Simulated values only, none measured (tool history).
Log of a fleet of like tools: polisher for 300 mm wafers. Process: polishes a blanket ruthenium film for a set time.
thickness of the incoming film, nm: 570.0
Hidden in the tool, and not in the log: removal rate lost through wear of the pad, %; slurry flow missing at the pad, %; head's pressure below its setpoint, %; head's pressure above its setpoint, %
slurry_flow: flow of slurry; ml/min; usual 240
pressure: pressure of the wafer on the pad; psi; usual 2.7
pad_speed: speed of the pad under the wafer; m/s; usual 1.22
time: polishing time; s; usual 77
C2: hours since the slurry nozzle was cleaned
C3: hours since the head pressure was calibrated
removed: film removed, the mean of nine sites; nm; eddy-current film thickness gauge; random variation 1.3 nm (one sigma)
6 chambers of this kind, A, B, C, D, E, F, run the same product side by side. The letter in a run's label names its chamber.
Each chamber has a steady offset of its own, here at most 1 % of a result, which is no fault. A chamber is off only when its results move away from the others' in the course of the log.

{"day": 0.088, "done": "chamber F: slurry nozzle cleaned"}
{"day": 0.133, "done": "chamber A: worn pad replaced by a new one"}
{"run": "1F", "day": 0.183, "slurry_flow": 240, "pressure": 2.7, "pad_speed": 1.22, "time": 77, "wafers polished on this pad": 1549, "C2": 2.4, "C3": 130.5, "removed": 146.51}
{"day": 0.483, "done": "chamber F: worn pad replaced by a new one"}
{"run": "2E", "day": 0.483, "slurry_flow": 240, "pressure": 2.7, "pad_speed": 1.22, "time": 77, "wafers polished on this pad": 372, "C2": 155.3, "C3": 18.2, "removed": 146.3}
{"run": "3B", "day": 0.829, "slurry_flow": 240, "pressure": 2.7, "pad_speed": 1.22, "time": 77, "wafers polished on this pad": 794, "C2": 380.3, "C3": 192.1, "removed": 148.03}
{"run": "4D", "day": 1.046, "slurry_flow": 240, "pressure": 2.7, "pad_speed": 1.22, "time": 77, "wafers polished on this pad": 1099, "C2": 486.1, "C3": 338.2, "removed": 144.39}
{"run": "5A", "day": 1.392, "slurry_flow": 240, "pressure": 2.7, "pad_speed": 1.22, "time": 77, "wafers polished on this pad": 314, "C2": 488.0, "C3": 673.6, "removed": 143.56}
{"day": 1.412, "done": "chamber E: worn pad replaced by a new one"}
{"run": "6C", "day": 1.75, "slurry_flow": 240, "pressure": 2.7, "pad_speed": 1.22, "time": 77, "wafers polished on this pad": 575, "C2": 79.2, "C3": 620.4, "removed": 149.15}
{"day": 1.938, "done": "chamber D: worn pad replaced by a new one"}
{"run": "7E", "day": 2.162, "slurry_flow": 210, "pressure": 2.7, "pad_speed": 1.22, "time": 77, "wafers polished on this pad": 187, "C2": 195.6, "C3": 58.5, "removed": 143.59}
{"run": "8B", "day": 2.558, "slurry_flow": 210, "pressure": 2.7, "pad_speed": 1.22, "time": 77, "wafers polished on this pad": 1225, "C2": 421.8, "C3": 233.6, "removed": 144.22}
{"day": 2.746, "done": "chamber D: slurry nozzle cleaned"}
{"run": "9A", "day": 2.862, "slurry_flow": 210, "pressure": 2.7, "pad_speed": 1.22, "time": 77, "wafers polished on this pad": 680, "C2": 523.3, "C3": 708.9, "removed": 143.15}
{"day": 2.917, "done": "chamber C: worn pad replaced by a new one"}
{"run": "10F", "day": 3.221, "slurry_flow": 210, "pressure": 2.7, "pad_speed": 1.22, "time": 77, "wafers polished on this pad": 682, "C2": 75.3, "C3": 203.4, "removed": 144.19}
{"run": "11C", "day": 3.454, "slurry_flow": 210, "pressure": 2.7, "pad_speed": 1.22, "time": 77, "wafers polished on this pad": 134, "C2": 120.1, "C3": 661.3, "removed": 144.15}
{"run": "12D", "day": 3.754, "slurry_flow": 210, "pressure": 2.7, "pad_speed": 1.22, "time": 77, "wafers polished on this pad": 453, "C2": 24.3, "C3": 403.2, "removed": 145.69}
{"day": 3.762, "done": "chamber E: worn pad replaced by a new one"}
{"run": "13E", "day": 4.0, "slurry_flow": 240, "pressure": 2.7, "pad_speed": 1.22, "time": 77, "wafers polished on this pad": 59, "C2": 239.7, "C3": 102.6, "removed": 146.11}
{"run": "14F", "day": 4.225, "slurry_flow": 240, "pressure": 3.5, "pad_speed": 1.62, "time": 77, "wafers polished on this pad": 932, "C2": 99.4, "C3": 227.5, "removed": 248.93}
{"day": 4.325, "done": "chamber A: worn pad replaced by a new one"}
{"run": "15A", "day": 4.617, "slurry_flow": 240, "pressure": 3.5, "pad_speed": 1.62, "time": 77, "wafers polished on this pad": 72, "C2": 565.4, "C3": 751.0, "removed": 247.5}
{"run": "16D", "day": 4.812, "slurry_flow": 240, "pressure": 3.5, "pad_speed": 1.62, "time": 77, "wafers polished on this pad": 716, "C2": 49.7, "C3": 428.6, "removed": 253.83}
{"run": "17B", "day": 5.121, "slurry_flow": 240, "pressure": 3.5, "pad_speed": 1.62, "time": 77, "wafers polished on this pad": 1863, "C2": 483.3, "C3": 295.1, "removed": 250.01}
{"run": "18C", "day": 5.492, "slurry_flow": 240, "pressure": 3.5, "pad_speed": 1.62, "time": 77, "wafers polished on this pad": 641, "C2": 169.0, "C3": 710.2, "removed": 248.2}
{"day": 5.804, "done": "chamber F: worn pad replaced by a new one"}
{"run": "19B", "day": 5.825, "slurry_flow": 240, "pressure": 3.5, "pad_speed": 1.62, "time": 77, "wafers polished on this pad": 2038, "C2": 500.2, "C3": 312.0, "removed": 244.48}
{"run": "20F", "day": 6.008, "slurry_flow": 240, "pressure": 2.7, "pad_speed": 1.22, "time": 77, "wafers polished on this pad": 51, "C2": 142.2, "C3": 270.3, "removed": 146.53}
{"day": 6.254, "done": "chamber E: worn pad replaced by a new one"}
{"run": "21E", "day": 6.262, "slurry_flow": 240, "pressure": 2.7, "pad_speed": 1.22, "time": 77, "wafers polished on this pad": 2, "C2": 294.0, "C3": 156.9, "removed": 145.89}
{"day": 6.338, "done": "chamber C: worn pad replaced by a new one"}
{"run": "22C", "day": 6.646, "slurry_flow": 240, "pressure": 2.7, "pad_speed": 1.22, "time": 77, "wafers polished on this pad": 77, "C2": 196.7, "C3": 737.9, "removed": 146.86}
{"run": "23A", "day": 6.912, "slurry_flow": 240, "pressure": 2.7, "pad_speed": 1.22, "time": 77, "wafers polished on this pad": 644, "C2": 620.5, "C3": 806.1, "removed": 144.97}
{"run": "24D", "day": 7.225, "slurry_flow": 195, "pressure": 2.7, "pad_speed": 1.22, "time": 77, "wafers polished on this pad": 1317, "C2": 107.6, "C3": 486.5, "removed": 141.85}
{"day": 7.35, "done": "chamber D: worn pad replaced by a new one"}
{"run": "25F", "day": 7.55, "slurry_flow": 195, "pressure": 2.7, "pad_speed": 1.22, "time": 77, "wafers polished on this pad": 435, "C2": 179.2, "C3": 307.3, "removed": 142.38}
{"run": "26D", "day": 7.808, "slurry_flow": 195, "pressure": 2.7, "pad_speed": 1.22, "time": 77, "wafers polished on this pad": 115, "C2": 121.6, "C3": 500.5, "removed": 143.13}
{"day": 8.125, "done": "chamber A: worn pad replaced by a new one"}
{"day": 8.158, "done": "chamber C: slurry nozzle cleaned"}
{"run": "27C", "day": 8.183, "slurry_flow": 195, "pressure": 2.7, "pad_speed": 1.22, "time": 77, "wafers polished on this pad": 460, "C2": 0.6, "C3": 774.8, "removed": 143.14}
{"day": 8.425, "done": "chamber E: worn pad replaced by a new one"}
{"run": "28B", "day": 8.462, "slurry_flow": 195, "pressure": 2.7, "pad_speed": 1.22, "time": 77, "wafers polished on this pad": 2695, "C2": 563.5, "C3": 375.3, "removed": 136.33}
{"day": 8.492, "done": "chamber F: slurry nozzle cleaned"}
{"run": "29A", "day": 8.646, "slurry_flow": 195, "pressure": 2.7, "pad_speed": 1.22, "time": 77, "wafers polished on this pad": 129, "C2": 662.1, "C3": 847.7, "removed": 142.25}
{"run": "30E", "day": 8.858, "slurry_flow": 240, "pressure": 2.7, "pad_speed": 1.22, "time": 77, "wafers polished on this pad": 108, "C2": 356.3, "C3": 219.2, "removed": 147.8}
{"day": 8.996, "done": "chamber B: head pressure recalibrated"}
{"run": "31F", "day": 9.108, "slurry_flow": 320, "pressure": 2.7, "pad_speed": 1.22, "time": 77, "wafers polished on this pad": 823, "C2": 14.8, "C3": 344.7, "removed": 149.82}
{"run": "32B", "day": 9.388, "slurry_flow": 320, "pressure": 2.7, "pad_speed": 1.22, "time": 77, "wafers polished on this pad": 2926, "C2": 585.7, "C3": 9.4, "removed": 140.99}
{"run": "33A", "day": 9.567, "slurry_flow": 320, "pressure": 2.7, "pad_speed": 1.22, "time": 77, "wafers polished on this pad": 359, "C2": 684.2, "C3": 869.8, "removed": 148.95}
{"day": 9.642, "done": "chamber D: head pressure recalibrated"}
{"run": "34C", "day": 9.833, "slurry_flow": 320, "pressure": 2.7, "pad_speed": 1.22, "time": 77, "wafers polished on this pad": 871, "C2": 40.2, "C3": 814.4, "removed": 151.2}
{"day": 9.975, "done": "chamber C: worn pad replaced by a new one"}
{"run": "35D", "day": 10.029, "slurry_flow": 320, "pressure": 2.7, "pad_speed": 1.22, "time": 77, "wafers polished on this pad": 668, "C2": 174.9, "C3": 9.3, "removed": 150.47}
{"run": "36E", "day": 10.279, "slurry_flow": 320, "pressure": 2.7, "pad_speed": 1.22, "time": 77, "wafers polished on this pad": 462, "C2": 390.4, "C3": 253.3, "removed": 150.8}
{"run": "37A", "day": 10.683, "slurry_flow": 240, "pressure": 2.7, "pad_speed": 1.22, "time": 77, "wafers polished on this pad": 637, "C2": 711.0, "C3": 896.6, "removed": 145.71}
{"run": "38D", "day": 10.996, "slurry_flow": 240, "pressure": 2.7, "pad_speed": 1.22, "time": 77, "wafers polished on this pad": 908, "C2": 198.1, "C3": 32.5, "removed": 147.03}
{"run": "39C", "day": 11.346, "slurry_flow": 240, "pressure": 2.7, "pad_speed": 1.22, "time": 77, "wafers polished on this pad": 342, "C2": 76.5, "C3": 850.7, "removed": 147.92}

All 6 chambers run these settings next. Forecast each chamber's results:
{"run": "40A", "day": 11.646, "slurry_flow": 240, "pressure": 2.3, "pad_speed": 1.22, "time": 77, "removed": "?"}
{"run": "40B", "day": 11.646, "slurry_flow": 240, "pressure": 2.3, "pad_speed": 1.22, "time": 77, "removed": "?"}
{"run": "40C", "day": 11.646, "slurry_flow": 240, "pressure": 2.3, "pad_speed": 1.22, "time": 77, "removed": "?"}
{"run": "40D", "day": 11.646, "slurry_flow": 240, "pressure": 2.3, "pad_speed": 1.22, "time": 77, "removed": "?"}
{"run": "40E", "day": 11.646, "slurry_flow": 240, "pressure": 2.3, "pad_speed": 1.22, "time": 77, "removed": "?"}
{"run": "40F", "day": 11.646, "slurry_flow": 240, "pressure": 2.3, "pad_speed": 1.22, "time": 77, "removed": "?"}

run=40A removed=126.10
run=40B removed=116.32
run=40C removed=125.53
run=40D removed=125.82
run=40E removed=123.75
run=40F removed=123.16
